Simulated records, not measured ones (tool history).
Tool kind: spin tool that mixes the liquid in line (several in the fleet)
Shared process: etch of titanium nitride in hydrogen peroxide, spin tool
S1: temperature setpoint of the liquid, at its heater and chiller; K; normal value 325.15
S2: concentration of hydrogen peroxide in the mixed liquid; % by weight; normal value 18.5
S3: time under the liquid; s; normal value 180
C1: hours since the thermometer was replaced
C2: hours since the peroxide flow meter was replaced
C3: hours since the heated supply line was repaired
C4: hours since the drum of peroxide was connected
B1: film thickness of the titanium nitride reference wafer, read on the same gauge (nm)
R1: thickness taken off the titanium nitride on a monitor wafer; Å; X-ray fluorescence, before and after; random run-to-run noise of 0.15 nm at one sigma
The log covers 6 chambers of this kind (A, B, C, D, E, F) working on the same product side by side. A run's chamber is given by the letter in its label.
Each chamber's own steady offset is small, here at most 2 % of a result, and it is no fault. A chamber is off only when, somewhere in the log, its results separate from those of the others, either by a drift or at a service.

run	hour	S1	S2	S3	C1	C2	C3	C4	B1	R1
1A	10.3	325.15	18.5	180	786	1258.3	1207.8	747.7	50.017	169.08
2B	22.1	325.15	18.5	180	1111.7	1134.3	1424.1	294.3	50.039	167.61
3E	31.1	325.15	18.5	180	66.4	1291.1	258.7	488.2	49.956	169.72
4D	38.4	325.15	18.5	180	1947.8	187.6	720.1	542.2	49.995	167.53
5F	47.1	325.15	18.5	180	1557.9	835.3	91.9	409.7	50.018	167.01
6C	62.1	325.15	18.5	180	336.2	572.7	647.6	770	50.022	167.77
7F	70.8	325.15	18.5	180	1581.6	859	115.6	433.4	50.005	166.25
8D	80.9	325.15	18.5	180	1990.3	230.1	762.6	584.7	50.003	165.86
9C	91.9	325.15	18.5	180	366	602.5	677.4	799.8	50.003	166.95
10B	105	325.15	18.5	180	1194.6	1217.2	1507	377.2	49.953	168
11E	113.7	325.15	18.5	180	149	1373.7	341.3	570.8	50.01	169.16
12A	125.1	325.15	18.5	180	900.8	1373.1	1322.6	862.5	49.969	167.59
13F	139	325.15	18.5	180	1649.8	927.2	183.8	501.6	50.021	165.55
14E	150.3	325.15	18.5	180	185.6	1410.3	377.9	607.4	49.998	168.88
15B	161.9	325.15	18.5	180	1251.5	1274.1	1563.9	434.1	49.996	165.7
# hour 168.1: chamber B: peroxide flow meter replaced
16C	174.9	325.15	18.5	180	449	685.5	760.4	882.8	50.007	161.27
# hour 180.7: chamber B: new drum of peroxide connected
17D	182.5	325.15	18.5	180	2091.9	331.7	864.2	686.3	49.977	168.32
18A	195.3	325.15	18.5	180	971	1443.3	1392.8	932.7	49.965	166.86
19D	208.9	325.15	18.5	180	2118.3	358.1	890.6	712.7	50.002	166.66
20B	216.5	325.15	18.5	180	1306.1	48.4	1618.5	35.9	50.033	166.02
21A	226.9	325.15	18.5	180	1002.6	1474.9	1424.4	964.3	49.981	169.59
22C	233.8	325.15	18.5	120	507.9	744.4	819.3	941.7	50.008	108.8
23F	248.1	325.15	18.5	120	1758.9	1036.3	292.9	610.7	49.967	111.07
24E	254.9	325.15	18.5	120	290.2	1514.9	482.5	712	49.992	111.29
25F	267.7	325.15	18.5	120	1778.5	1055.9	312.5	630.3	50.014	110.33
# hour 270.8: chamber A: new drum of peroxide connected
26B	279.6	325.15	18.5	120	1369.2	111.5	1681.6	99	50.032	112.37
# hour 290: chamber B: thermometer replaced
27E	291.3	325.15	18.5	120	326.6	1551.3	518.9	748.4	49.989	114.22
28D	304	318.65	14	180	2213.4	453.2	985.7	807.8	49.96	97.58
29A	311.6	318.65	14	180	1087.3	1559.6	1509.1	40.8	50.012	98.763
30C	324.5	318.65	14	180	598.6	835.1	910	1032.4	50.018	90.867
31E	335.5	318.65	14	180	370.8	1595.5	563.1	792.6	49.979	98.121
32B	345.4	318.65	14	180	55.5	177.3	1747.4	164.8	50.033	97.269
33D	352.8	318.65	14	180	2262.2	502	1034.5	856.6	49.985	97.135
34C	360.9	325.15	18.5	180	635	871.5	946.4	1068.8	49.986	154.99
# hour 366.1: chamber A: peroxide flow meter replaced
35A	373.2	325.15	18.5	180	1148.9	7.2	1570.7	102.4	49.985	167.75
36F	388.6	325.15	18.5	180	1899.4	1176.8	433.4	751.2	49.976	166.98
37F	395.5	334.15	18.5	180	1906.3	1183.7	440.3	758.1	49.984	311.21
# hour 403.4: chamber C: heated supply line repaired
38E	406.5	334.15	18.5	180	441.8	1666.5	634.1	863.6	50.01	314.63
39D	419.9	334.15	18.5	180	2329.3	569.1	1101.6	923.7	49.977	316.78
40B	432.7	334.15	18.5	180	142.8	264.6	1834.7	252.1	50.008	307.96
41C	446	334.15	18.5	180	720.1	956.6	42.7	1153.9	49.995	289.15
42A	455.1	334.15	18.5	180	1230.8	89.1	1652.6	184.3	50.019	320.41
43C	469.1	325.15	18.5	180	743.2	979.7	65.8	1177	50.002	152.65
44A	477.7	325.15	18.5	180	1253.4	111.7	1675.2	206.9	50.013	171.75

Which is it: a chamber that has drifted or been left off by a service, a gauge drift common to all chambers, or only each chamber's usual small offset? If a chamber is off, name it and its likeliest cause.

It is chamber C that slowly wanders off from its peers.
Cause: liquid colder than its thermometer reads (K) = 1.44.

Chamber C could run next with any of the 4 candidate recipes listed below; each alters the usual settings, and their results appear as question marks. Which one brings its results back in line with what the other chambers deliver on the usual settings?
Maximum distance from the other chambers' mean on the usual settings for a result to count as in line: R1 5.1 Å
45C-1	489	324.65	18.5	180						?
45C-2	489	325.65	18.5	180						?
45C-3	489	326.65	18.5	180						?
45C-4	489	324.15	18.5	175						?

What the other chambers average on the usual settings: R1 167.65 Å
run	R1
45C-1	145.2
45C-2	156.15
45C-3	167.85
45C-4	136.16
45C-3 puts the chamber back in line with the other chambers.

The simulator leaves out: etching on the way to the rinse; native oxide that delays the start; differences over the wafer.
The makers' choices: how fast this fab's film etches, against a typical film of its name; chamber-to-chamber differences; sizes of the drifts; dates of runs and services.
